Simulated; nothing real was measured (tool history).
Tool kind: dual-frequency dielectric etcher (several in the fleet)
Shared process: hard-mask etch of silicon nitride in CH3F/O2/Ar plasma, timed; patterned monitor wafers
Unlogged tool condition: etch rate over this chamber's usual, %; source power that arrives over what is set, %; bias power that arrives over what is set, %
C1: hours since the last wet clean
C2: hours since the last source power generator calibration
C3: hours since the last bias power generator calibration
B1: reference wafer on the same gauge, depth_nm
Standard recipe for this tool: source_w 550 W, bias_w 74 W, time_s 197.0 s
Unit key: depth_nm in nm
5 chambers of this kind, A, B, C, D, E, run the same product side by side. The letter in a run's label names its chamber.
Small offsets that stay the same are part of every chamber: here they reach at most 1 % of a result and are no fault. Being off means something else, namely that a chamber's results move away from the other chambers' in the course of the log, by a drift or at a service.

{"run": "1D", "hour": 14.9, "source_w": 550, "bias_w": 74, "time_s": 197.0, "C1": 271.8, "C2": 94.2, "C3": 1292.9, "B1": 140.99, "depth_nm": 158.38}
{"hour": 15.3, "done": "chamber A: wet clean of the chamber"}
{"run": "2A", "hour": 29.4, "source_w": 550, "bias_w": 74, "time_s": 197.0, "C1": 14.2, "C2": 914.3, "C3": 361.4, "B1": 141.09, "depth_nm": 155.9}
{"run": "3B", "hour": 37.5, "source_w": 550, "bias_w": 74, "time_s": 197.0, "C1": 113.0, "C2": 1059.6, "C3": 1843.6, "B1": 140.9, "depth_nm": 156.96}
{"run": "4E", "hour": 48.9, "source_w": 550, "bias_w": 74, "time_s": 197.0, "C1": 489.8, "C2": 2462.7, "C3": 2278.9, "B1": 141.12, "depth_nm": 158.29}
{"run": "5C", "hour": 58.2, "source_w": 610, "bias_w": 74, "time_s": 197.0, "C1": 490.3, "C2": 3801.7, "C3": 1609.4, "B1": 141.05, "depth_nm": 164.99}
{"hour": 64.3, "done": "chamber D: wet clean of the chamber"}
{"run": "6C", "hour": 67.0, "source_w": 610, "bias_w": 74, "time_s": 197.0, "C1": 499.1, "C2": 3810.5, "C3": 1618.2, "B1": 141.08, "depth_nm": 165.33}
{"run": "7E", "hour": 76.0, "source_w": 610, "bias_w": 74, "time_s": 197.0, "C1": 516.9, "C2": 2489.8, "C3": 2306.0, "B1": 141.02, "depth_nm": 165.1}
{"run": "8A", "hour": 83.5, "source_w": 610, "bias_w": 74, "time_s": 197.0, "C1": 68.3, "C2": 968.4, "C3": 415.5, "B1": 140.96, "depth_nm": 162.53}
{"hour": 84.0, "done": "chamber E: wet clean of the chamber"}
{"run": "9D", "hour": 99.0, "source_w": 610, "bias_w": 74, "time_s": 197.0, "C1": 34.7, "C2": 178.3, "C3": 1377.0, "B1": 141.13, "depth_nm": 163.45}
{"run": "10B", "hour": 109.1, "source_w": 550, "bias_w": 74, "time_s": 197.0, "C1": 184.6, "C2": 1131.2, "C3": 1915.2, "B1": 141.09, "depth_nm": 158.65}
{"hour": 117.3, "done": "chamber C: wet clean of the chamber"}
{"run": "11B", "hour": 118.3, "source_w": 550, "bias_w": 74, "time_s": 197.0, "C1": 193.8, "C2": 1140.4, "C3": 1924.4, "B1": 140.97, "depth_nm": 157.06}
{"run": "12D", "hour": 128.2, "source_w": 550, "bias_w": 74, "time_s": 197.0, "C1": 63.9, "C2": 207.5, "C3": 1406.2, "B1": 141.09, "depth_nm": 157.12}
{"run": "13A", "hour": 138.6, "source_w": 550, "bias_w": 74, "time_s": 162.5, "C1": 123.4, "C2": 1023.5, "C3": 470.6, "B1": 141.04, "depth_nm": 129.05}
{"run": "14C", "hour": 147.9, "source_w": 550, "bias_w": 74, "time_s": 162.5, "C1": 30.6, "C2": 3891.4, "C3": 1699.1, "B1": 141.11, "depth_nm": 130.79}
{"run": "15E", "hour": 159.7, "source_w": 550, "bias_w": 74, "time_s": 162.5, "C1": 75.8, "C2": 2573.5, "C3": 2389.7, "B1": 141.02, "depth_nm": 130.61}
{"run": "16B", "hour": 172.3, "source_w": 550, "bias_w": 74, "time_s": 162.5, "C1": 247.8, "C2": 1194.4, "C3": 1978.4, "B1": 140.83, "depth_nm": 129.84}
{"run": "17E", "hour": 182.7, "source_w": 550, "bias_w": 74, "time_s": 162.5, "C1": 98.8, "C2": 2596.5, "C3": 2412.7, "B1": 141.08, "depth_nm": 129.6}
{"run": "18A", "hour": 192.5, "source_w": 550, "bias_w": 74, "time_s": 197.0, "C1": 177.3, "C2": 1077.4, "C3": 524.5, "B1": 140.94, "depth_nm": 156.92}
{"hour": 201.4, "done": "chamber B: bias power generator calibrated"}
{"run": "19C", "hour": 207.1, "source_w": 550, "bias_w": 74, "time_s": 197.0, "C1": 89.8, "C2": 3950.6, "C3": 1758.3, "B1": 140.9, "depth_nm": 159.08}
{"run": "20D", "hour": 217.5, "source_w": 550, "bias_w": 74, "time_s": 197.0, "C1": 153.2, "C2": 296.8, "C3": 1495.5, "B1": 141.08, "depth_nm": 156.58}
{"run": "21D", "hour": 227.5, "source_w": 550, "bias_w": 74, "time_s": 197.0, "C1": 163.2, "C2": 306.8, "C3": 1505.5, "B1": 141.05, "depth_nm": 156.89}
{"run": "22E", "hour": 243.7, "source_w": 550, "bias_w": 74, "time_s": 197.0, "C1": 159.8, "C2": 2657.5, "C3": 2473.7, "B1": 140.96, "depth_nm": 158.24}
{"hour": 244.8, "done": "chamber C: source power generator calibrated"}
{"run": "23B", "hour": 251.5, "source_w": 550, "bias_w": 74, "time_s": 197.0, "C1": 327.0, "C2": 1273.6, "C3": 50.1, "B1": 140.97, "depth_nm": 156.87}
{"run": "24C", "hour": 259.9, "source_w": 550, "bias_w": 74, "time_s": 197.0, "C1": 142.6, "C2": 15.1, "C3": 1811.1, "B1": 140.95, "depth_nm": 158.52}
{"run": "25A", "hour": 271.3, "source_w": 550, "bias_w": 74, "time_s": 197.0, "C1": 256.1, "C2": 1156.2, "C3": 603.3, "B1": 141.02, "depth_nm": 156.33}
{"run": "26B", "hour": 285.4, "source_w": 550, "bias_w": 74, "time_s": 197.0, "C1": 360.9, "C2": 1307.5, "C3": 84.0, "B1": 141.03, "depth_nm": 155.83}
{"run": "27D", "hour": 297.5, "source_w": 550, "bias_w": 74, "time_s": 197.0, "C1": 233.2, "C2": 376.8, "C3": 1575.5, "B1": 141.01, "depth_nm": 157.22}
{"run": "28E", "hour": 308.2, "source_w": 550, "bias_w": 74, "time_s": 197.0, "C1": 224.3, "C2": 2722.0, "C3": 2538.2, "B1": 140.98, "depth_nm": 158.18}
{"run": "29C", "hour": 322.8, "source_w": 550, "bias_w": 74, "time_s": 197.0, "C1": 205.5, "C2": 78.0, "C3": 1874.0, "B1": 140.99, "depth_nm": 157.85}
{"run": "30A", "hour": 331.0, "source_w": 550, "bias_w": 74, "time_s": 197.0, "C1": 315.8, "C2": 1215.9, "C3": 663.0, "B1": 141.04, "depth_nm": 156.6}
{"run": "31B", "hour": 342.1, "source_w": 550, "bias_w": 74, "time_s": 197.0, "C1": 417.6, "C2": 1364.2, "C3": 140.7, "B1": 141.01, "depth_nm": 158.11}
{"run": "32E", "hour": 357.0, "source_w": 550, "bias_w": 74, "time_s": 197.0, "C1": 273.1, "C2": 2770.8, "C3": 2587.0, "B1": 141.09, "depth_nm": 158.53}
{"run": "33A", "hour": 369.7, "source_w": 550, "bias_w": 74, "time_s": 197.0, "C1": 354.5, "C2": 1254.6, "C3": 701.7, "B1": 140.87, "depth_nm": 156.77}
{"run": "34D", "hour": 382.6, "source_w": 550, "bias_w": 74, "time_s": 197.0, "C1": 318.3, "C2": 461.9, "C3": 1660.6, "B1": 141.11, "depth_nm": 156.21}
{"run": "35C", "hour": 397.2, "source_w": 550, "bias_w": 74, "time_s": 197.0, "C1": 279.9, "C2": 152.4, "C3": 1948.4, "B1": 140.99, "depth_nm": 158.9}
{"hour": 400.4, "done": "chamber D: wet clean of the chamber"}
{"run": "36B", "hour": 412.4, "source_w": 550, "bias_w": 74, "time_s": 197.0, "C1": 487.9, "C2": 1434.5, "C3": 211.0, "B1": 140.88, "depth_nm": 157.0}
{"run": "37D", "hour": 424.6, "source_w": 550, "bias_w": 74, "time_s": 197.0, "C1": 24.2, "C2": 503.9, "C3": 1702.6, "B1": 141.08, "depth_nm": 157.12}
{"run": "38A", "hour": 436.2, "source_w": 550, "bias_w": 74, "time_s": 197.0, "C1": 421.0, "C2": 1321.1, "C3": 768.2, "B1": 141.12, "depth_nm": 157.9}
{"run": "39E", "hour": 452.8, "source_w": 550, "bias_w": 74, "time_s": 197.0, "C1": 368.9, "C2": 2866.6, "C3": 2682.8, "B1": 141.02, "depth_nm": 159.59}
{"run": "40C", "hour": 461.3, "source_w": 550, "bias_w": 74, "time_s": 197.0, "C1": 344.0, "C2": 216.5, "C3": 2012.5, "B1": 140.99, "depth_nm": 157.96}
{"run": "41D", "hour": 469.9, "source_w": 550, "bias_w": 74, "time_s": 197.0, "C1": 69.5, "C2": 549.2, "C3": 1747.9, "B1": 141.01, "depth_nm": 156.01}

Has any chamber moved away from the others, gradually or after a service, or does the common gauge drift, or do the chambers differ only by their own small steady offsets? State the chamber and the most likely cause if one applies.

The fleet is healthy, with each chamber sitting at its usual small offset and no drift in the gauge.

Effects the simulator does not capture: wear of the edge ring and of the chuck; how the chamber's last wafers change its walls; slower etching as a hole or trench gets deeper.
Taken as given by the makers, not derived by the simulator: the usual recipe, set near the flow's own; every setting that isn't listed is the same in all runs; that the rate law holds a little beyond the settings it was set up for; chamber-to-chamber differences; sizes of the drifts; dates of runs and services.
